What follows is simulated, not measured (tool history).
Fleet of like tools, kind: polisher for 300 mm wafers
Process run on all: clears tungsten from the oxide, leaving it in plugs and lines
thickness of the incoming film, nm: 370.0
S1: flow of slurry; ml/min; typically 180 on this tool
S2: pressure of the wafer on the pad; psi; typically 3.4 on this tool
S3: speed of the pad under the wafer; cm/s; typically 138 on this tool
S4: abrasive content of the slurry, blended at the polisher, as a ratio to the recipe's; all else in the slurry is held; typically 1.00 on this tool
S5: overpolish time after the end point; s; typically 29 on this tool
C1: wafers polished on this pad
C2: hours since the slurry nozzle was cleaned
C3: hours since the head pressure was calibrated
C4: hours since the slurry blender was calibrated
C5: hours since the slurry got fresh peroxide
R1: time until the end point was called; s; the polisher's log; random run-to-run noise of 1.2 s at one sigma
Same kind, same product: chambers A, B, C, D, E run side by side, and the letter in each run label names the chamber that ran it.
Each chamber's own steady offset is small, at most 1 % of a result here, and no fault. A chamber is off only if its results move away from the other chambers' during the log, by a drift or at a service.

Run 1A, hour 10.0: usual settings; C1 894; C2 739.4; C3 487.2; C4 41.3; C5 68.4. Result: R1 61.654 s.
Run 2B, hour 17.2: usual settings; C1 239; C2 167.4; C3 145.1; C4 48.6; C5 160.6. Result: R1 62.728 s.
At hour 19.6: chamber B: slurry tank refilled with fresh slurry and peroxide.
Run 3E, hour 29.5: usual settings; C1 897; C2 526.7; C3 586.5; C4 345.4; C5 31.8. Result: R1 60.553 s.
At hour 32.0: chamber D: worn pad replaced by a new one.
At hour 34.1: chamber E: worn pad replaced by a new one.
Run 4C, hour 35.9: usual settings; C1 675; C2 499.5; C3 202.8; C4 230.7; C5 62.5. Result: R1 61.920 s.
At hour 41.6: chamber A: worn pad replaced by a new one.
Run 5D, hour 42.4: usual settings; C1 122; C2 195.1; C3 1274.7; C4 90.1; C5 104.0. Result: R1 63.247 s.
Run 6D, hour 48.3: usual settings; C1 191; C2 201.0; C3 1280.6; C4 96.0; C5 109.9. Result: R1 60.198 s.
At hour 53.0: chamber E: slurry nozzle cleaned.
Run 7A, hour 54.4: usual settings but S3 160 cm/s; C1 150; C2 783.8; C3 531.6; C4 85.7; C5 112.8. Result: R1 55.583 s.
At hour 59.2: chamber C: slurry tank refilled with fresh slurry and peroxide.
At hour 61.2: chamber D: head pressure recalibrated.
Run 8B, hour 61.5: usual settings but S3 160 cm/s; C1 758; C2 211.7; C3 189.4; C4 92.9; C5 41.9. Result: R1 53.964 s.
At hour 67.6: chamber B: worn pad replaced by a new one.
Run 9E, hour 68.9: usual settings but S3 160 cm/s; C1 408; C2 16.0; C3 625.9; C4 384.8; C5 71.2. Result: R1 54.029 s.
At hour 70.6: chamber D: slurry tank refilled with fresh slurry and peroxide.
At hour 71.0: chamber A: slurry tank refilled with fresh slurry and peroxide.
At hour 74.5: chamber A: slurry nozzle cleaned.
Run 10C, hour 80.3: usual settings but S3 160 cm/s; C1 1195; C2 543.9; C3 247.2; C4 275.1; C5 21.1. Result: R1 53.834 s.
Run 11A, hour 87.4: usual settings but S3 160 cm/s; C1 536; C2 13.0; C3 564.6; C4 118.7; C5 16.4. Result: R1 53.655 s.
At hour 95.7: chamber C: worn pad replaced by a new one.
Run 12B, hour 98.2: usual settings; C1 359; C2 248.4; C3 226.1; C4 129.6; C5 78.6. Result: R1 61.487 s.
At hour 103.0: chamber E: slurry tank refilled with fresh slurry and peroxide.
At hour 109.8: chamber D: slurry nozzle cleaned.
Run 13D, hour 111.4: usual settings; C1 930; C2 1.7; C3 50.3; C4 159.1; C5 40.8. Result: R1 63.328 s.
Run 14C, hour 122.8: usual settings; C1 317; C2 586.4; C3 289.7; C4 317.6; C5 63.6. Result: R1 62.649 s.
At hour 130.6: chamber E: worn pad replaced by a new one.
At hour 132.9: chamber C: slurry tank refilled with fresh slurry and peroxide.
Run 15E, hour 135.9: usual settings; C1 63; C2 83.0; C3 692.9; C4 451.8; C5 32.9. Result: R1 61.441 s.
At hour 137.3: chamber B: worn pad replaced by a new one.
At hour 143.1: chamber D: worn pad replaced by a new one.
Run 16E, hour 144.0: usual settings; C1 158; C2 91.1; C3 701.0; C4 459.9; C5 41.0. Result: R1 64.648 s.
Run 17D, hour 153.2: usual settings; C1 118; C2 43.5; C3 92.1; C4 200.9; C5 82.6. Result: R1 62.408 s.
Run 18C, hour 159.6: usual settings; C1 748; C2 623.2; C3 326.5; C4 354.4; C5 26.7. Result: R1 60.489 s.
At hour 164.3: chamber A: worn pad replaced by a new one.
Run 19B, hour 166.8: usual settings; C1 346; C2 317.0; C3 294.7; C4 198.2; C5 147.2. Result: R1 60.806 s.
At hour 170.6: chamber A: slurry blender recalibrated.
Run 20A, hour 173.9: usual settings; C1 112; C2 99.5; C3 651.1; C4 3.3; C5 102.9. Result: R1 62.107 s.
At hour 174.0: chamber B: slurry blender recalibrated.
At hour 176.1: chamber E: head pressure recalibrated.
At hour 179.4: chamber D: slurry tank refilled with fresh slurry and peroxide.
Run 21D, hour 180.2: usual settings; C1 434; C2 70.5; C3 119.1; C4 227.9; C5 0.9. Result: R1 62.455 s.
At hour 187.5: chamber A: slurry tank refilled with fresh slurry and peroxide.
Run 22B, hour 191.4: usual settings; C1 634; C2 341.6; C3 319.3; C4 17.4; C5 171.8. Result: R1 65.799 s.
At hour 191.6: chamber E: slurry blender recalibrated.
At hour 193.5: chamber B: worn pad replaced by a new one.
At hour 203.1: chamber C: slurry tank refilled with fresh slurry and peroxide.
Run 23E, hour 203.4: usual settings; C1 853; C2 150.5; C3 27.4; C4 11.9; C5 100.4. Result: R1 63.119 s.
At hour 208.6: chamber B: slurry tank refilled with fresh slurry and peroxide.
At hour 212.4: chamber C: head pressure recalibrated.
At hour 213.8: chamber C: worn pad replaced by a new one.
Run 24A, hour 216.1: usual settings; C1 607; C2 141.7; C3 693.3; C4 45.5; C5 28.6. Result: R1 62.673 s.
At hour 216.5: chamber E: worn pad replaced by a new one.
At hour 220.7: chamber E: slurry tank refilled with fresh slurry and peroxide.
At hour 221.5: chamber C: slurry blender recalibrated.
Run 25C, hour 223.2: usual settings but S3 186 cm/s, S4 1.15; C1 110; C2 686.8; C3 10.9; C4 1.7; C5 20.2. Result: R1 44.697 s.
At hour 226.4: chamber B: slurry nozzle cleaned.
At hour 229.2: chamber D: worn pad replaced by a new one.
Run 26A, hour 231.0: usual settings but S3 186 cm/s, S4 1.15; C1 781; C2 156.6; C3 708.2; C4 60.4; C5 43.5. Result: R1 46.040 s.
Run 27D, hour 244.1: usual settings but S3 186 cm/s, S4 1.15; C1 174; C2 134.4; C3 183.0; C4 291.8; C5 64.8. Result: R1 43.977 s.
Run 28B, hour 250.0: usual settings but S3 186 cm/s, S4 1.15; C1 662; C2 23.7; C3 377.9; C4 76.0; C5 41.4. Result: R1 44.543 s.
Run 29C, hour 256.4: usual settings but S3 186 cm/s, S4 1.15; C1 499; C2 720.0; C3 44.1; C4 34.9; C5 53.4. Result: R1 45.656 s.
Run 30E, hour 269.4: usual settings; C1 620; C2 216.5; C3 93.4; C4 77.9; C5 48.7. Result: R1 62.977 s.

Is one chamber out of step, is the gauge drifting, or do the chambers differ by no more than their own small offsets? For an off chamber, give its letter and the likeliest cause.

No chamber is off and the gauge is stable; the differences are just each chamber's small, constant offset.
